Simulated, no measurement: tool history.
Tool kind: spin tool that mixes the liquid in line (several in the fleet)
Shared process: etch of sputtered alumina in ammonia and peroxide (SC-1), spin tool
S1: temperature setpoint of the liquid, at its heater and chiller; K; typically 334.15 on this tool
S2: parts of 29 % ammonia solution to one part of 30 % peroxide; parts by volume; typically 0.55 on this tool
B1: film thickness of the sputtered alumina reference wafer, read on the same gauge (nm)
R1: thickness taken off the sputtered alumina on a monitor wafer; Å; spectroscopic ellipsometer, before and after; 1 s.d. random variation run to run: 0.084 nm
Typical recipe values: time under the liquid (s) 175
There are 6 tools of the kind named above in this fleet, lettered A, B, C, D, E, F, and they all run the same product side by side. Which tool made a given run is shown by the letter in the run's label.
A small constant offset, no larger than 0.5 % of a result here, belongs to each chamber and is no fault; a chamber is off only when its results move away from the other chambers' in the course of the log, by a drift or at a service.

Run 1C, hour 2.5: usual settings; B1 80. Result: R1 179.21 Å.
Run 2B, hour 4.8: usual settings; B1 79.99. Result: R1 179.41 Å.
Run 3D, hour 8: usual settings; B1 80.02. Result: R1 178.14 Å.
Run 4F, hour 12.5: usual settings; B1 79.986. Result: R1 180.07 Å.
Run 5A, hour 15.2: usual settings but S1 328.65 K, S2 0.65 parts by volume; B1 79.989. Result: R1 137.05 Å.
Run 6E, hour 19.3: usual settings but S1 328.65 K, S2 0.65 parts by volume; B1 80.021. Result: R1 136.23 Å.
Run 7D, hour 22: usual settings but S1 328.65 K, S2 0.65 parts by volume; B1 80.018. Result: R1 137.54 Å.
Run 8B, hour 25.6: usual settings but S1 328.65 K, S2 0.65 parts by volume; B1 80.033. Result: R1 138.29 Å.
Run 9A, hour 28.2: usual settings but S1 328.65 K, S2 0.65 parts by volume; B1 80.007. Result: R1 137.04 Å.
Run 10E, hour 30.8: usual settings but S1 328.65 K, S2 0.65 parts by volume; B1 79.99. Result: R1 136.46 Å.
Run 11C, hour 34.2: usual settings; B1 80.005. Result: R1 179.2 Å.
Run 12F, hour 37.6: usual settings but S2 0.4 parts by volume, time under the liquid (s) 135; B1 79.979. Result: R1 134.6 Å.
Run 13E, hour 39.8: usual settings but S2 0.4 parts by volume, time under the liquid (s) 135; B1 79.995. Result: R1 134.11 Å.
Run 14C, hour 43.2: usual settings but S2 0.4 parts by volume, time under the liquid (s) 135; B1 79.983. Result: R1 134.78 Å.
Run 15B, hour 45.9: usual settings but S2 0.4 parts by volume, time under the liquid (s) 135; B1 79.997. Result: R1 136.5 Å.
Run 16F, hour 48.8: usual settings but S2 0.4 parts by volume, time under the liquid (s) 135; B1 79.993. Result: R1 134.47 Å.
Run 17A, hour 52.8: usual settings but S2 0.4 parts by volume, time under the liquid (s) 135; B1 79.97. Result: R1 134.2 Å.
Run 18D, hour 56.5: usual settings; B1 80.008. Result: R1 178.08 Å.
Run 19D, hour 60.5: usual settings but time under the liquid (s) 75; B1 79.99. Result: R1 76.958 Å.
Run 20C, hour 65.1: usual settings but time under the liquid (s) 75; B1 80.019. Result: R1 77.504 Å.
At hour 67.1: chamber A: heated supply line repaired.
Run 21E, hour 67.1: usual settings but time under the liquid (s) 75; B1 80.009. Result: R1 76.243 Å.
Run 22F, hour 69.6: usual settings but time under the liquid (s) 75; B1 79.999. Result: R1 75.916 Å.
Run 23A, hour 72: usual settings but time under the liquid (s) 75; B1 80.004. Result: R1 76.776 Å.
Run 24B, hour 75.8: usual settings but time under the liquid (s) 75; B1 80.034. Result: R1 77.413 Å.
At hour 78.5: chamber E: thermometer replaced.
Run 25D, hour 78.8: usual settings; B1 79.985. Result: R1 178.72 Å.
Run 26A, hour 81.1: usual settings; B1 80.025. Result: R1 178.36 Å.
Run 27B, hour 85.2: usual settings; B1 79.994. Result: R1 179.93 Å.
Run 28C, hour 87.3: usual settings; B1 79.965. Result: R1 183.96 Å.
Run 29E, hour 91: usual settings; B1 80.003. Result: R1 178.21 Å.
Run 30F, hour 93: usual settings; B1 80.005. Result: R1 178.75 Å.
At hour 94.7: chamber E: new drum of ammonia solution connected.
Run 31F, hour 96.4: usual settings; B1 80.007. Result: R1 180.73 Å.
Run 32D, hour 100.9: usual settings; B1 79.985. Result: R1 180.56 Å.
Run 33E, hour 105.1: usual settings but S1 343.15 K, S2 0.45 parts by volume; B1 80.002. Result: R1 274.28 Å.
Run 34C, hour 108.1: usual settings but S1 343.15 K, S2 0.45 parts by volume; B1 79.997. Result: R1 285.28 Å.
At hour 108.8: chamber E: ammonia flow meter replaced.
Run 35B, hour 111.5: usual settings but S1 343.15 K, S2 0.45 parts by volume; B1 80. Result: R1 277.26 Å.
Run 36A, hour 114.9: usual settings but S1 343.15 K, S2 0.45 parts by volume; B1 79.976. Result: R1 275.21 Å.
Run 37B, hour 118.5: usual settings but S1 343.15 K, S2 0.45 parts by volume; B1 80.011. Result: R1 277.87 Å.
Run 38A, hour 122.9: usual settings but S1 343.15 K, S2 0.45 parts by volume; B1 79.98. Result: R1 273.27 Å.
Run 39C, hour 126.8: usual settings; B1 79.998. Result: R1 187.66 Å.
Run 40E, hour 130.8: usual settings; B1 79.998. Result: R1 180.64 Å.
Run 41F, hour 134.6: usual settings but S1 342.15 K, time under the liquid (s) 265; B1 79.99. Result: R1 401.33 Å.

Has any chamber moved away from the others, gradually or after a service, or does the common gauge drift, or do the chambers differ only by their own small steady offsets? State the chamber and the most likely cause if one applies.

Little by little, chamber C moves away from the other chambers.
Most likely cause: liquid hotter than its thermometer reads (K) = 0.913.

Chamber C could run next with any of the 4 candidate recipes listed below; each alters the usual settings, and their results appear as question marks. Which one brings its results back in line with what the other chambers deliver on the usual settings?
In line here means within this much of the mean the other chambers give on the usual settings: R1 2.9 Å
Run 42C-1, hour 137.9: usual settings but S1 334.65 K, time under the liquid (s) 180. Result: R1 ?.
Run 42C-2, hour 137.9: usual settings but S2 0.45 parts by volume. Result: R1 ?.
Run 42C-3, hour 137.9: usual settings but S1 333.65 K, time under the liquid (s) 170. Result: R1 ?.
Run 42C-4, hour 137.9: usual settings but S1 334.65 K. Result: R1 ?.

On the usual settings, the other chambers give on average: R1 179.29 Å
  run      R1
42C-1  199.39
42C-2  185.39
42C-3   179.1
42C-4  193.85
42C-3 puts the chamber back in line with the other chambers.
